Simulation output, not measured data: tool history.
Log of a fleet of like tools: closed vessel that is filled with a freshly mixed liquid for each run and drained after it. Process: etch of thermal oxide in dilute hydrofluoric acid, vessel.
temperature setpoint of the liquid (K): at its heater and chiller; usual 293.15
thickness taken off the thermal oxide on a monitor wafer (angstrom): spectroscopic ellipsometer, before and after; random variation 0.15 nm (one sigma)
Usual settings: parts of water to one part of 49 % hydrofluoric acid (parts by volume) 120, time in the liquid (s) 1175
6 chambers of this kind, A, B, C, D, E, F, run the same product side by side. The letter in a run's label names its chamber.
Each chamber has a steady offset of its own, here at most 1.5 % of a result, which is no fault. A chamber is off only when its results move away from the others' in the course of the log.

run   hour  temperature setpoint of the liquid (K)  parts of water to one part of 49 % hydrofluoric acid (parts by volume)  time in the liquid (s)  read-back film thickness of the thermal oxide reference wafer, read on the same gauge (nm)  thickness taken off the thermal oxide on a monitor wafer (angstrom)
 1A    7.2                                  293.15                                                                     120                    1175                                                                                      99.972                                                               389.51
 2E   13.4                                  293.15                                                                     120                    1175                                                                                     100.020                                                               396.21
 3B   21.7                                  293.15                                                                     120                    1175                                                                                     100.010                                                               389.50
 4F   29.8                                  293.15                                                                     120                    1175                                                                                      99.988                                                               397.56
 5D   34.8                                  293.15                                                                     120                    1175                                                                                      99.995                                                               389.22
 6C   39.8                                  293.15                                                                     120                    1175                                                                                     100.030                                                               390.95
 7C   45.7                                  293.15                                                                     120                    1175                                                                                     100.010                                                               393.74
 8A   49.7                                  293.15                                                                     120                    1175                                                                                     100.040                                                               389.95
 9E   56.4                                  293.15                                                                     120                    1175                                                                                      99.940                                                               394.64
10B   63.7                                  293.15                                                                     120                     840                                                                                      99.994                                                               279.10
11D   70.0                                  293.15                                                                     120                     840                                                                                      99.967                                                               279.11
12F   78.1                                  293.15                                                                     120                     840                                                                                     100.020                                                               283.53
      85.7  -- chamber A: hydrofluoric acid flow meter replaced
13C   86.0                                  293.15                                                                     120                     840                                                                                     100.010                                                               282.73
14A   92.2                                  293.15                                                                     120                     840                                                                                     100.010                                                               280.39
15E   99.8                                  293.15                                                                     120                     840                                                                                     100.010                                                               281.46
16F  104.9                                  293.15                                                                     120                    1175                                                                                     100.020                                                               397.82
17D  111.7                                  293.15                                                                     120                    1175                                                                                      99.977                                                               391.42
18B  120.6                                  293.15                                                                     120                    1175                                                                                     100.020                                                               386.66
19C  129.4                                  293.15                                                                     120                    1175                                                                                      99.967                                                               393.00
20D  135.3                                  293.15                                                                     120                    1175                                                                                     100.040                                                               389.32
21E  139.3                                  293.15                                                                     155                     590                                                                                     100.020                                                               146.86
22F  146.9                                  293.15                                                                     155                     590                                                                                      99.986                                                               148.31
23A  154.9                                  293.15                                                                     155                     590                                                                                      99.975                                                               147.62
24B  160.0                                  293.15                                                                     155                     590                                                                                      99.995                                                               141.69
25B  168.7                                  293.15                                                                     155                     590                                                                                      99.969                                                               141.12
26E  176.1                                  293.15                                                                     155                     590                                                                                     100.010                                                               148.25
27C  180.2                                  293.15                                                                     120                    1175                                                                                     100.030                                                               393.31
28F  185.3                                  293.15                                                                     120                    1175                                                                                      99.996                                                               399.55
29D  193.3                                  293.15                                                                     120                    1175                                                                                      99.999                                                               391.08
30A  201.5                                  293.15                                                                     120                    1175                                                                                     100.040                                                               394.03
31B  210.3                                  294.65                                                                     120                    1175                                                                                     100.010                                                               400.00
     212.4  -- chamber A: thermometer replaced
32E  217.9                                  294.65                                                                     120                    1175                                                                                     100.020                                                               416.16
33C  223.9                                  294.65                                                                     120                    1175                                                                                      99.964                                                               416.47
34F  231.3                                  294.65                                                                     120                    1175                                                                                      99.995                                                               423.66
35A  237.4                                  294.65                                                                     120                    1175                                                                                     100.010                                                               414.98
36D  242.8                                  294.65                                                                     120                    1175                                                                                     100.010                                                               412.15
37F  250.9                                  293.15                                                                     120                    1175                                                                                      99.974                                                               396.16
38C  254.9                                  293.15                                                                     120                    1175                                                                                     100.030                                                               392.42
39A  261.1                                  293.15                                                                     120                    1175                                                                                     100.040                                                               391.93
40E  267.3                                  293.15                                                                      75                    1600                                                                                     100.010                                                               909.66
41B  273.9                                  293.15                                                                      75                    1600                                                                                      99.981                                                               854.28
42D  281.7                                  293.15                                                                      75                    1600                                                                                     100.030                                                               902.67
43E  288.4                                  293.15                                                                      75                    1600                                                                                      99.997                                                               909.95

Next, every chamber runs the same settings. What will each give?
44A  294.8                                  293.15                                                                     120                    1175                                                                                                                                                                ?
44B  294.8                                  293.15                                                                     120                    1175                                                                                                                                                                ?
44C  294.8                                  293.15                                                                     120                    1175                                                                                                                                                                ?
44D  294.8                                  293.15                                                                     120                    1175                                                                                                                                                                ?
44E  294.8                                  293.15                                                                     120                    1175                                                                                                                                                                ?
44F  294.8                                  293.15                                                                     120                    1175                                                                                                                                                                ?

run  thickness taken off the thermal oxide on a monitor wafer (angstrom)
44A                                                               389.65
44B                                                               366.45
44C                                                               390.51
44D                                                               386.03
44E                                                               394.73
44F                                                               397.36
